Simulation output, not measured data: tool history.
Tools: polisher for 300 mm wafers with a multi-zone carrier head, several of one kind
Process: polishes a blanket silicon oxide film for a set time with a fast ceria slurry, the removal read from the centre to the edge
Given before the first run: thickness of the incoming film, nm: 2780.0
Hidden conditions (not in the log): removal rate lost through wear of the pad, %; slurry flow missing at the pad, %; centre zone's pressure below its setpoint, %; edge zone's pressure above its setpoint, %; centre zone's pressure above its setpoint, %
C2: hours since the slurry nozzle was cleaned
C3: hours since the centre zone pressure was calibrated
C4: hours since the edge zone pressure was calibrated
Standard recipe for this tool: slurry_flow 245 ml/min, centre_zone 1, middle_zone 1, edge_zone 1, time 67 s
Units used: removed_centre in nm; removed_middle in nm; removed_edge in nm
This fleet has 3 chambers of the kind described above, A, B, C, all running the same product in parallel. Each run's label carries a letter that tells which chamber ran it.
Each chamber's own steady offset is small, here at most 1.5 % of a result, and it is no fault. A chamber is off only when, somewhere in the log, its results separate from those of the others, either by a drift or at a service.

{"run": "1A", "hour": 15.1, "slurry_flow": 245, "centre_zone": 1, "middle_zone": 1, "edge_zone": 1, "time": 67, "wafers polished on this pad": 264, "C2": 174, "C3": 887.8, "C4": 96, "removed_centre": 809.96, "removed_middle": 799.21, "removed_edge": 794.81}
{"run": "2B", "hour": 21.8, "slurry_flow": 245, "centre_zone": 1, "middle_zone": 1, "edge_zone": 1, "time": 67, "wafers polished on this pad": 872, "C2": 618.9, "C3": 155.5, "C4": 323.7, "removed_centre": 813.29, "removed_middle": 802.11, "removed_edge": 811.39}
{"hour": 23.8, "done": "chamber B: worn pad replaced by a new one"}
{"run": "3C", "hour": 29.0, "slurry_flow": 245, "centre_zone": 1, "middle_zone": 1, "edge_zone": 1, "time": 67, "wafers polished on this pad": 961, "C2": 169.4, "C3": 1332.7, "C4": 435.1, "removed_centre": 806.62, "removed_middle": 798.96, "removed_edge": 826.11}
{"hour": 31.2, "done": "chamber B: edge zone pressure recalibrated"}
{"run": "4C", "hour": 39.9, "slurry_flow": 245, "centre_zone": 1, "middle_zone": 1, "edge_zone": 1, "time": 67, "wafers polished on this pad": 1049, "C2": 180.3, "C3": 1343.6, "C4": 446, "removed_centre": 815.34, "removed_middle": 781.46, "removed_edge": 816.2}
{"run": "5A", "hour": 48.3, "slurry_flow": 245, "centre_zone": 1, "middle_zone": 1, "edge_zone": 1, "time": 67, "wafers polished on this pad": 530, "C2": 207.2, "C3": 921, "C4": 129.2, "removed_centre": 819.45, "removed_middle": 829.16, "removed_edge": 810.69}
{"hour": 49.9, "done": "chamber A: worn pad replaced by a new one"}
{"run": "6B", "hour": 56.3, "slurry_flow": 245, "centre_zone": 1, "middle_zone": 1, "edge_zone": 1, "time": 67, "wafers polished on this pad": 260, "C2": 653.4, "C3": 190, "C4": 25.2, "removed_centre": 810.5, "removed_middle": 798, "removed_edge": 815.43}
{"hour": 59.2, "done": "chamber C: worn pad replaced by a new one"}
{"run": "7A", "hour": 64.8, "slurry_flow": 245, "centre_zone": 1, "middle_zone": 1, "edge_zone": 1, "time": 67, "wafers polished on this pad": 119, "C2": 223.7, "C3": 937.5, "C4": 145.7, "removed_centre": 809.5, "removed_middle": 809.86, "removed_edge": 809.94}
{"run": "8B", "hour": 72.9, "slurry_flow": 245, "centre_zone": 1, "middle_zone": 1, "edge_zone": 1, "time": 67, "wafers polished on this pad": 393, "C2": 670, "C3": 206.6, "C4": 41.8, "removed_centre": 810.62, "removed_middle": 797.38, "removed_edge": 810.66}
{"run": "9C", "hour": 83.4, "slurry_flow": 245, "centre_zone": 1, "middle_zone": 1, "edge_zone": 1, "time": 67, "wafers polished on this pad": 193, "C2": 223.8, "C3": 1387.1, "C4": 489.5, "removed_centre": 806.41, "removed_middle": 792.5, "removed_edge": 837.16}
{"run": "10C", "hour": 90.7, "slurry_flow": 245, "centre_zone": 1, "middle_zone": 1, "edge_zone": 1, "time": 67, "wafers polished on this pad": 252, "C2": 231.1, "C3": 1394.4, "C4": 496.8, "removed_centre": 808.16, "removed_middle": 802.85, "removed_edge": 803.05}
{"run": "11B", "hour": 101.1, "slurry_flow": 245, "centre_zone": 1, "middle_zone": 1, "edge_zone": 1, "time": 67, "wafers polished on this pad": 618, "C2": 698.2, "C3": 234.8, "C4": 70, "removed_centre": 811.61, "removed_middle": 809.62, "removed_edge": 813.94}
{"run": "12A", "hour": 110.6, "slurry_flow": 245, "centre_zone": 1.11, "middle_zone": 1, "edge_zone": 0.9, "time": 67, "wafers polished on this pad": 485, "C2": 269.5, "C3": 983.3, "C4": 191.5, "removed_centre": 911.26, "removed_middle": 813.23, "removed_edge": 766.34}
{"hour": 114.8, "done": "chamber B: worn pad replaced by a new one"}
{"run": "13A", "hour": 119.3, "slurry_flow": 245, "centre_zone": 1.11, "middle_zone": 1, "edge_zone": 0.9, "time": 67, "wafers polished on this pad": 555, "C2": 278.2, "C3": 992, "C4": 200.2, "removed_centre": 909.45, "removed_middle": 823.36, "removed_edge": 762.06}
{"hour": 127.1, "done": "chamber C: centre zone pressure recalibrated"}
{"hour": 128.2, "done": "chamber A: worn pad replaced by a new one"}
{"run": "14B", "hour": 128.6, "slurry_flow": 245, "centre_zone": 1.11, "middle_zone": 1, "edge_zone": 0.9, "time": 67, "wafers polished on this pad": 110, "C2": 725.7, "C3": 262.3, "C4": 97.5, "removed_centre": 916.59, "removed_middle": 803, "removed_edge": 771.33}
{"run": "15C", "hour": 138.0, "slurry_flow": 245, "centre_zone": 1.08, "middle_zone": 1.07, "edge_zone": 1, "time": 67, "wafers polished on this pad": 630, "C2": 278.4, "C3": 11, "C4": 544.1, "removed_centre": 968.62, "removed_middle": 857.28, "removed_edge": 822.57}
{"run": "16B", "hour": 146.6, "slurry_flow": 245, "centre_zone": 1.08, "middle_zone": 1.07, "edge_zone": 1, "time": 67, "wafers polished on this pad": 254, "C2": 743.7, "C3": 280.3, "C4": 115.5, "removed_centre": 890.05, "removed_middle": 859.96, "removed_edge": 801.92}
{"run": "17A", "hour": 160.2, "slurry_flow": 245, "centre_zone": 1.08, "middle_zone": 1.07, "edge_zone": 1, "time": 67, "wafers polished on this pad": 256, "C2": 319.1, "C3": 1032.9, "C4": 241.1, "removed_centre": 882.37, "removed_middle": 873.76, "removed_edge": 799.17}
{"hour": 163.3, "done": "chamber A: slurry nozzle cleaned"}
{"run": "18C", "hour": 171.4, "slurry_flow": 245, "centre_zone": 1, "middle_zone": 1, "edge_zone": 1, "time": 67, "wafers polished on this pad": 897, "C2": 311.8, "C3": 44.4, "C4": 577.5, "removed_centre": 887.05, "removed_middle": 798.81, "removed_edge": 794.63}
{"run": "19A", "hour": 179.5, "slurry_flow": 245, "centre_zone": 1, "middle_zone": 1, "edge_zone": 1, "time": 67, "wafers polished on this pad": 410, "C2": 16.2, "C3": 1052.2, "C4": 260.4, "removed_centre": 805.13, "removed_middle": 814.32, "removed_edge": 802.95}
{"hour": 184.2, "done": "chamber C: worn pad replaced by a new one"}
{"run": "20C", "hour": 190.8, "slurry_flow": 245, "centre_zone": 1, "middle_zone": 1, "edge_zone": 1, "time": 67, "wafers polished on this pad": 53, "C2": 331.2, "C3": 63.8, "C4": 596.9, "removed_centre": 905.16, "removed_middle": 816.41, "removed_edge": 808.44}
{"run": "21B", "hour": 206.2, "slurry_flow": 245, "centre_zone": 1.11, "middle_zone": 1.08, "edge_zone": 1, "time": 67, "wafers polished on this pad": 731, "C2": 803.3, "C3": 339.9, "C4": 175.1, "removed_centre": 912.61, "removed_middle": 866.38, "removed_edge": 797.8}
{"hour": 210.0, "done": "chamber A: worn pad replaced by a new one"}
{"run": "22B", "hour": 221.2, "slurry_flow": 245, "centre_zone": 1.11, "middle_zone": 1.08, "edge_zone": 1, "time": 67, "wafers polished on this pad": 851, "C2": 818.3, "C3": 354.9, "C4": 190.1, "removed_centre": 918.15, "removed_middle": 865.66, "removed_edge": 827.63}
{"hour": 230.6, "done": "chamber B: worn pad replaced by a new one"}
{"run": "23A", "hour": 230.7, "slurry_flow": 245, "centre_zone": 1.11, "middle_zone": 1.08, "edge_zone": 1, "time": 67, "wafers polished on this pad": 165, "C2": 67.4, "C3": 1103.4, "C4": 311.6, "removed_centre": 907.13, "removed_middle": 876.99, "removed_edge": 814.12}
{"hour": 235.8, "done": "chamber A: centre zone pressure recalibrated"}
{"run": "24C", "hour": 240.9, "slurry_flow": 245, "centre_zone": 1, "middle_zone": 1, "edge_zone": 1, "time": 67, "wafers polished on this pad": 454, "C2": 381.3, "C3": 113.9, "C4": 647, "removed_centre": 898.68, "removed_middle": 795.92, "removed_edge": 825.14}
{"hour": 243.9, "done": "chamber C: edge zone pressure recalibrated"}
{"run": "25C", "hour": 250.2, "slurry_flow": 245, "centre_zone": 1, "middle_zone": 1, "edge_zone": 1, "time": 67, "wafers polished on this pad": 528, "C2": 390.6, "C3": 123.2, "C4": 6.4, "removed_centre": 898.45, "removed_middle": 809.7, "removed_edge": 804.44}
{"run": "26B", "hour": 259.5, "slurry_flow": 245, "centre_zone": 1, "middle_zone": 1, "edge_zone": 1, "time": 67, "wafers polished on this pad": 231, "C2": 856.6, "C3": 393.2, "C4": 228.4, "removed_centre": 820.96, "removed_middle": 794.9, "removed_edge": 798.12}
{"run": "27A", "hour": 266.6, "slurry_flow": 245, "centre_zone": 1, "middle_zone": 1, "edge_zone": 1, "time": 67, "wafers polished on this pad": 453, "C2": 103.3, "C3": 30.9, "C4": 347.5, "removed_centre": 812.1, "removed_middle": 815.8, "removed_edge": 817.69}
{"hour": 274.4, "done": "chamber C: slurry nozzle cleaned"}
{"run": "28B", "hour": 276.1, "slurry_flow": 245, "centre_zone": 0.89, "middle_zone": 1.05, "edge_zone": 1, "time": 67, "wafers polished on this pad": 364, "C2": 873.2, "C3": 409.8, "C4": 245, "removed_centre": 706.46, "removed_middle": 835.98, "removed_edge": 820.78}
{"run": "29A", "hour": 285.4, "slurry_flow": 245, "centre_zone": 0.89, "middle_zone": 1.05, "edge_zone": 1, "time": 67, "wafers polished on this pad": 603, "C2": 122.1, "C3": 49.7, "C4": 366.3, "removed_centre": 705.7, "removed_middle": 861.47, "removed_edge": 812.43}
{"hour": 297.6, "done": "chamber A: worn pad replaced by a new one"}
{"run": "30C", "hour": 299.8, "slurry_flow": 245, "centre_zone": 0.89, "middle_zone": 1.05, "edge_zone": 1, "time": 67, "wafers polished on this pad": 925, "C2": 25.5, "C3": 172.8, "C4": 56, "removed_centre": 794.21, "removed_middle": 830.88, "removed_edge": 808.47}
{"run": "31C", "hour": 312.6, "slurry_flow": 245, "centre_zone": 1, "middle_zone": 1, "edge_zone": 1, "time": 67, "wafers polished on this pad": 1027, "C2": 38.3, "C3": 185.6, "C4": 68.8, "removed_centre": 884.75, "removed_middle": 803.49, "removed_edge": 793.41}
{"hour": 317.8, "done": "chamber B: slurry nozzle cleaned"}
{"run": "32A", "hour": 320.7, "slurry_flow": 245, "centre_zone": 1, "middle_zone": 1.05, "edge_zone": 1, "time": 67, "wafers polished on this pad": 185, "C2": 157.4, "C3": 85, "C4": 401.6, "removed_centre": 799.9, "removed_middle": 847.46, "removed_edge": 801.81}
{"hour": 323.0, "done": "chamber A: edge zone pressure recalibrated"}
{"hour": 327.5, "done": "chamber C: worn pad replaced by a new one"}
{"hour": 334.2, "done": "chamber B: worn pad replaced by a new one"}
{"run": "33B", "hour": 334.6, "slurry_flow": 245, "centre_zone": 1, "middle_zone": 1.05, "edge_zone": 1, "time": 67, "wafers polished on this pad": 3, "C2": 16.9, "C3": 468.3, "C4": 303.5, "removed_centre": 815.03, "removed_middle": 848.88, "removed_edge": 808.47}
{"run": "34C", "hour": 345.2, "slurry_flow": 245, "centre_zone": 1, "middle_zone": 1.05, "edge_zone": 1, "time": 67, "wafers polished on this pad": 141, "C2": 70.9, "C3": 218.2, "C4": 101.4, "removed_centre": 895.54, "removed_middle": 834.98, "removed_edge": 814.28}
{"run": "35A", "hour": 353.2, "slurry_flow": 245, "centre_zone": 1, "middle_zone": 1, "edge_zone": 1, "time": 67, "wafers polished on this pad": 445, "C2": 189.9, "C3": 117.5, "C4": 30.2, "removed_centre": 829.49, "removed_middle": 812.19, "removed_edge": 830.88}
{"hour": 355.9, "done": "chamber B: edge zone pressure recalibrated"}
{"run": "36B", "hour": 363.0, "slurry_flow": 245, "centre_zone": 1, "middle_zone": 1, "edge_zone": 1, "time": 67, "wafers polished on this pad": 230, "C2": 45.3, "C3": 496.7, "C4": 7.1, "removed_centre": 811.38, "removed_middle": 813.28, "removed_edge": 828.88}
{"hour": 366.7, "done": "chamber A: worn pad replaced by a new one"}
{"run": "37A", "hour": 372.2, "slurry_flow": 245, "centre_zone": 1, "middle_zone": 1, "edge_zone": 1, "time": 67, "wafers polished on this pad": 44, "C2": 208.9, "C3": 136.5, "C4": 49.2, "removed_centre": 812.8, "removed_middle": 820.83, "removed_edge": 792.09}

One chamber off, gauge drift, or nothing amiss beyond the chambers' own small offsets? If it is a chamber, which one, and what is the likeliest cause?

After it was serviced, chamber C no longer matches the other chambers.
Most likely cause: centre zone's pressure above its setpoint, % = 9.75.

Which of the 4 candidates below, each the usual settings with something changed and its results left as question marks, puts chamber C back in line with what the other chambers give on the usual settings?
A result is in line if it is within this distance of the other chambers' mean on the usual settings: removed_centre 21 nm; removed_middle 26 nm; removed_edge 39 nm
{"run": "38C-1", "hour": 383.3, "slurry_flow": 245, "centre_zone": 1.03, "middle_zone": 0.99, "edge_zone": 0.99, "time": 67, "removed_centre": "?", "removed_middle": "?", "removed_edge": "?"}
{"run": "38C-2", "hour": 383.3, "slurry_flow": 245, "centre_zone": 0.97, "middle_zone": 1.01, "edge_zone": 1.01, "time": 67, "removed_centre": "?", "removed_middle": "?", "removed_edge": "?"}
{"run": "38C-3", "hour": 383.3, "slurry_flow": 240, "centre_zone": 0.92, "middle_zone": 1.02, "edge_zone": 1.02, "time": 66, "removed_centre": "?", "removed_middle": "?", "removed_edge": "?"}
{"run": "38C-4", "hour": 383.3, "slurry_flow": 250, "centre_zone": 1.08, "middle_zone": 0.98, "edge_zone": 0.98, "time": 68, "removed_centre": "?", "removed_middle": "?", "removed_edge": "?"}

The mean the other chambers reach with the usual settings: removed_centre 813.59 nm; removed_middle 809.86 nm; removed_edge 810.52 nm
run=38C-1 removed_centre=935.59 removed_middle=793.15 removed_edge=809.39
run=38C-2 removed_centre=875.83 removed_middle=808.2 removed_edge=817.83
run=38C-3 removed_centre=811.44 removed_middle=801.71 removed_edge=808.28
run=38C-4 removed_centre=1002.7 removed_middle=799.11 removed_edge=818.63
Change 38C-3 lands the chamber within the allowed miss of the other chambers.
